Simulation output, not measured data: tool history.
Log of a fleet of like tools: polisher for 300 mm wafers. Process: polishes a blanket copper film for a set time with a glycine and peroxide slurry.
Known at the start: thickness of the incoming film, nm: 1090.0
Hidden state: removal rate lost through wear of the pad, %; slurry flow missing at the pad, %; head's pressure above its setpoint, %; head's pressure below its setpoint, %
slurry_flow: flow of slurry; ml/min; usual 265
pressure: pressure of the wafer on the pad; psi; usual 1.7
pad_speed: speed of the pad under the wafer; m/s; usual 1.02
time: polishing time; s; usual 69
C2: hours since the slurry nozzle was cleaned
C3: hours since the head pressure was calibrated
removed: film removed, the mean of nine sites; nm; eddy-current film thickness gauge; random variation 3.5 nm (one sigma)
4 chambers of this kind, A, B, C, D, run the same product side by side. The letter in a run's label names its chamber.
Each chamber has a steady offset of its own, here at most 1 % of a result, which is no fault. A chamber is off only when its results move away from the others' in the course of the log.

Run 1C, hour 6.6: usual settings; wafers polished on this pad 1094; C2 31; C3 262. Result: removed 294.38 nm.
Run 2D, hour 12.2: usual settings; wafers polished on this pad 820; C2 182.6; C3 169.2. Result: removed 299.07 nm.
Run 3A, hour 18.2: usual settings; wafers polished on this pad 671; C2 153.7; C3 388.7. Result: removed 301.83 nm.
Run 4B, hour 24.8: usual settings; wafers polished on this pad 830; C2 495; C3 1117. Result: removed 294.84 nm.
Run 5A, hour 29.7: usual settings; wafers polished on this pad 756; C2 165.2; C3 400.2. Result: removed 304.63 nm.
At hour 31.7: chamber B: worn pad replaced by a new one.
Run 6D, hour 37.2: usual settings; wafers polished on this pad 1006; C2 207.6; C3 194.2. Result: removed 297.41 nm.
Run 7B, hour 42.8: usual settings; wafers polished on this pad 82; C2 513; C3 1135. Result: removed 298.4 nm.
Run 8C, hour 48.3: usual settings; wafers polished on this pad 1404; C2 72.7; C3 303.7. Result: removed 298.92 nm.
At hour 50.8: chamber B: slurry nozzle cleaned.
Run 9D, hour 54.7: usual settings; wafers polished on this pad 1135; C2 225.1; C3 211.7. Result: removed 295.16 nm.
Run 10A, hour 58.4: usual settings; wafers polished on this pad 969; C2 193.9; C3 428.9. Result: removed 305.38 nm.
Run 11B, hour 62.3: usual settings; wafers polished on this pad 226; C2 11.6; C3 1154.5. Result: removed 302.59 nm.
Run 12C, hour 70.4: usual settings; wafers polished on this pad 1568; C2 94.8; C3 325.8. Result: removed 295.03 nm.
At hour 77.5: chamber C: worn pad replaced by a new one.
Run 13A, hour 77.7: usual settings; wafers polished on this pad 1112; C2 213.2; C3 448.2. Result: removed 305.24 nm.
Run 14B, hour 83.8: usual settings but pressure 2.1 psi; wafers polished on this pad 386; C2 33.1; C3 1176. Result: removed 352.66 nm.
Run 15D, hour 90.5: usual settings but pressure 2.1 psi; wafers polished on this pad 1401; C2 260.9; C3 247.5. Result: removed 331.9 nm.
At hour 95.5: chamber A: worn pad replaced by a new one.
Run 16C, hour 95.5: usual settings but pressure 2.1 psi; wafers polished on this pad 134; C2 119.9; C3 350.9. Result: removed 347.61 nm.
Run 17A, hour 99.8: usual settings but pressure 2.1 psi; wafers polished on this pad 32; C2 235.3; C3 470.3. Result: removed 357.43 nm.
Run 18C, hour 104.7: usual settings; wafers polished on this pad 202; C2 129.1; C3 360.1. Result: removed 297.6 nm.
Run 19D, hour 109.4: usual settings but slurry_flow 345 ml/min, pad_speed 0.82 m/s; wafers polished on this pad 1541; C2 279.8; C3 266.4. Result: removed 247.04 nm.
Run 20B, hour 114.5: usual settings but slurry_flow 345 ml/min, pad_speed 0.82 m/s; wafers polished on this pad 613; C2 63.8; C3 1206.7. Result: removed 260.55 nm.
Run 21D, hour 119.9: usual settings but slurry_flow 345 ml/min, pad_speed 0.82 m/s; wafers polished on this pad 1619; C2 290.3; C3 276.9. Result: removed 246.89 nm.
Run 22A, hour 126.8: usual settings but slurry_flow 345 ml/min, pad_speed 0.82 m/s; wafers polished on this pad 232; C2 262.3; C3 497.3. Result: removed 263.21 nm.
At hour 129.6: chamber A: head pressure recalibrated.
Run 23B, hour 134.4: usual settings but slurry_flow 335 ml/min, pad_speed 1.3 m/s; wafers polished on this pad 761; C2 83.7; C3 1226.6. Result: removed 374.21 nm.
Run 24C, hour 140.2: usual settings but slurry_flow 335 ml/min, pad_speed 1.3 m/s; wafers polished on this pad 465; C2 164.6; C3 395.6. Result: removed 364.55 nm.
Run 25B, hour 144: usual settings but slurry_flow 335 ml/min, pad_speed 1.3 m/s; wafers polished on this pad 832; C2 93.3; C3 1236.2. Result: removed 365.59 nm.
Run 26D, hour 150.5: usual settings but slurry_flow 335 ml/min, pad_speed 1.3 m/s; wafers polished on this pad 1846; C2 320.9; C3 307.5. Result: removed 334.19 nm.
At hour 151.7: chamber B: worn pad replaced by a new one.
Run 27C, hour 158.4: usual settings but slurry_flow 325 ml/min, pressure 2.3 psi; wafers polished on this pad 600; C2 182.8; C3 413.8. Result: removed 387.23 nm.
Run 28A, hour 164.8: usual settings but slurry_flow 325 ml/min, pressure 2.3 psi; wafers polished on this pad 514; C2 300.3; C3 35.2. Result: removed 389.78 nm.
Run 29B, hour 171.8: usual settings but slurry_flow 325 ml/min, pressure 2.3 psi; wafers polished on this pad 149; C2 121.1; C3 1264. Result: removed 390.86 nm.
Run 30A, hour 177: usual settings but slurry_flow 325 ml/min, pressure 2.3 psi; wafers polished on this pad 604; C2 312.5; C3 47.4. Result: removed 391.65 nm.
Run 31C, hour 182.1: usual settings; wafers polished on this pad 776; C2 206.5; C3 437.5. Result: removed 295.53 nm.

Next, every chamber runs the same settings. What will each give?
Run 32A, hour 188.1: usual settings. Result: removed ?.
Run 32B, hour 188.1: usual settings. Result: removed ?.
Run 32C, hour 188.1: usual settings. Result: removed ?.
Run 32D, hour 188.1: usual settings. Result: removed ?.

run  removed
32A   303.08
32B   302.04
32C   297.66
32D   263.08

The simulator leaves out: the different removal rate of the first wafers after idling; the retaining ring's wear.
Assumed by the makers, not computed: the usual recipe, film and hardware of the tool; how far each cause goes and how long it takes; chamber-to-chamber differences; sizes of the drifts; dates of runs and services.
